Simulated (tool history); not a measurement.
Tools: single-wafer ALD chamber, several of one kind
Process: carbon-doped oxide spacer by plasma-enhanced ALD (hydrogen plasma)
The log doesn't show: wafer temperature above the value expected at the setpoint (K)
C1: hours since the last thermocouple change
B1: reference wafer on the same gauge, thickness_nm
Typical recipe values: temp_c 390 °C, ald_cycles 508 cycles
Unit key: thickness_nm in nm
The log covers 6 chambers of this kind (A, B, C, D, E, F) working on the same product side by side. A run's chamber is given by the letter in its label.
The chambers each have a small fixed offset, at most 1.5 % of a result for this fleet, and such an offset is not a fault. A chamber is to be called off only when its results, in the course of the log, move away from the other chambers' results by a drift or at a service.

Run 1F, hour 7.9: usual settings; C1 1182.2; B1 23.785. Result: thickness_nm 25.662 nm.
Run 2C, hour 11.5: usual settings; C1 261.8; B1 23.816. Result: thickness_nm 25.187 nm.
Run 3E, hour 17.7: usual settings; C1 520.8; B1 23.818. Result: thickness_nm 25.36 nm.
Run 4A, hour 25.2: usual settings; C1 74.8; B1 23.8. Result: thickness_nm 25.277 nm.
Run 5D, hour 29.7: usual settings; C1 684.5; B1 23.787. Result: thickness_nm 25.578 nm.
Run 6B, hour 37.5: usual settings; C1 2537.5; B1 23.824. Result: thickness_nm 25.271 nm.
Run 7C, hour 44.8: usual settings; C1 295.1; B1 23.794. Result: thickness_nm 25.136 nm.
Run 8B, hour 48.8: usual settings; C1 2548.8; B1 23.813. Result: thickness_nm 25.379 nm.
Run 9F, hour 53.2: usual settings; C1 1227.5; B1 23.776. Result: thickness_nm 25.498 nm.
Run 10D, hour 56.8: usual settings; C1 711.6; B1 23.805. Result: thickness_nm 25.499 nm.
Run 11E, hour 62.5: usual settings; C1 565.6; B1 23.809. Result: thickness_nm 25.189 nm.
At hour 63.6: chamber B: thermocouple changed; heater temperature recalibrated.
Run 12A, hour 68.4: usual settings; C1 118; B1 23.784. Result: thickness_nm 25.151 nm.
Run 13A, hour 75.6: usual settings but ald_cycles 412 cycles; C1 125.2; B1 23.803. Result: thickness_nm 20.58 nm.
Run 14D, hour 83.6: usual settings but ald_cycles 412 cycles; C1 738.4; B1 23.796. Result: thickness_nm 20.758 nm.
Run 15B, hour 91.3: usual settings but ald_cycles 412 cycles; C1 27.8; B1 23.814. Result: thickness_nm 20.397 nm.
Run 16C, hour 98.2: usual settings but ald_cycles 412 cycles; C1 348.5; B1 23.804. Result: thickness_nm 20.437 nm.
Run 17F, hour 106.2: usual settings but ald_cycles 412 cycles; C1 1280.5; B1 23.796. Result: thickness_nm 20.796 nm.
Run 18E, hour 110.7: usual settings but ald_cycles 412 cycles; C1 613.8; B1 23.807. Result: thickness_nm 20.524 nm.
Run 19C, hour 117: usual settings; C1 367.3; B1 23.82. Result: thickness_nm 25.123 nm.
Run 20A, hour 121.8: usual settings; C1 171.4; B1 23.79. Result: thickness_nm 25.431 nm.
Run 21E, hour 128.8: usual settings but temp_c 397 °C, ald_cycles 564 cycles; C1 631.9; B1 23.812. Result: thickness_nm 28.25 nm.
Run 22F, hour 136.3: usual settings but temp_c 397 °C, ald_cycles 564 cycles; C1 1310.6; B1 23.807. Result: thickness_nm 28.349 nm.
Run 23B, hour 140.8: usual settings but temp_c 397 °C, ald_cycles 564 cycles; C1 77.3; B1 23.797. Result: thickness_nm 28.084 nm.
Run 24D, hour 147.3: usual settings but temp_c 397 °C, ald_cycles 564 cycles; C1 802.1; B1 23.79. Result: thickness_nm 28.382 nm.
Run 25F, hour 154.4: usual settings but temp_c 397 °C, ald_cycles 564 cycles; C1 1328.7; B1 23.781. Result: thickness_nm 28.252 nm.
Run 26D, hour 158.8: usual settings but temp_c 397 °C, ald_cycles 564 cycles; C1 813.6; B1 23.801. Result: thickness_nm 28.401 nm.
Run 27E, hour 166.5: usual settings but temp_c 404 °C; C1 669.6; B1 23.82. Result: thickness_nm 25.213 nm.
Run 28B, hour 174.3: usual settings but temp_c 404 °C; C1 110.8; B1 23.812. Result: thickness_nm 25.057 nm.
Run 29A, hour 178.3: usual settings but temp_c 404 °C; C1 227.9; B1 23.776. Result: thickness_nm 25.119 nm.
Run 30C, hour 181.9: usual settings but temp_c 404 °C; C1 432.2; B1 23.776. Result: thickness_nm 24.881 nm.
Run 31B, hour 189: usual settings but temp_c 404 °C; C1 125.5; B1 23.772. Result: thickness_nm 25.227 nm.
Run 32D, hour 194.4: usual settings but temp_c 404 °C; C1 849.2; B1 23.797. Result: thickness_nm 25.139 nm.
Run 33C, hour 198.3: usual settings; C1 448.6; B1 23.819. Result: thickness_nm 25.063 nm.
Run 34A, hour 203.3: usual settings; C1 252.9; B1 23.786. Result: thickness_nm 25.122 nm.
Run 35E, hour 208.8: usual settings; C1 711.9; B1 23.776. Result: thickness_nm 25.397 nm.
Run 36F, hour 215.2: usual settings; C1 1389.5; B1 23.78. Result: thickness_nm 25.495 nm.
Run 37B, hour 219.2: usual settings; C1 155.7; B1 23.781. Result: thickness_nm 25.404 nm.
Run 38D, hour 226.8: usual settings but temp_c 401 °C, ald_cycles 606 cycles; C1 881.6; B1 23.791. Result: thickness_nm 30.456 nm.
Run 39E, hour 231.2: usual settings but temp_c 401 °C, ald_cycles 606 cycles; C1 734.3; B1 23.795. Result: thickness_nm 30.326 nm.
Run 40C, hour 238.3: usual settings but temp_c 401 °C, ald_cycles 606 cycles; C1 488.6; B1 23.794. Result: thickness_nm 29.967 nm.
Run 41F, hour 244.3: usual settings but temp_c 401 °C, ald_cycles 606 cycles; C1 1418.6; B1 23.794. Result: thickness_nm 30.331 nm.
Run 42A, hour 250.9: usual settings but temp_c 401 °C, ald_cycles 606 cycles; C1 300.5; B1 23.808. Result: thickness_nm 30.126 nm.
Run 43B, hour 255: usual settings but temp_c 401 °C, ald_cycles 606 cycles; C1 191.5; B1 23.804. Result: thickness_nm 30.142 nm.
Run 44A, hour 258.9: usual settings; C1 308.5; B1 23.827. Result: thickness_nm 25.083 nm.

Is one chamber off against the others, does the gauge drift, or is nothing wrong? If a chamber is off, say which, and what the likeliest cause is.

Beyond each chamber's small constant offset nothing stands out, and the gauge stays steady.
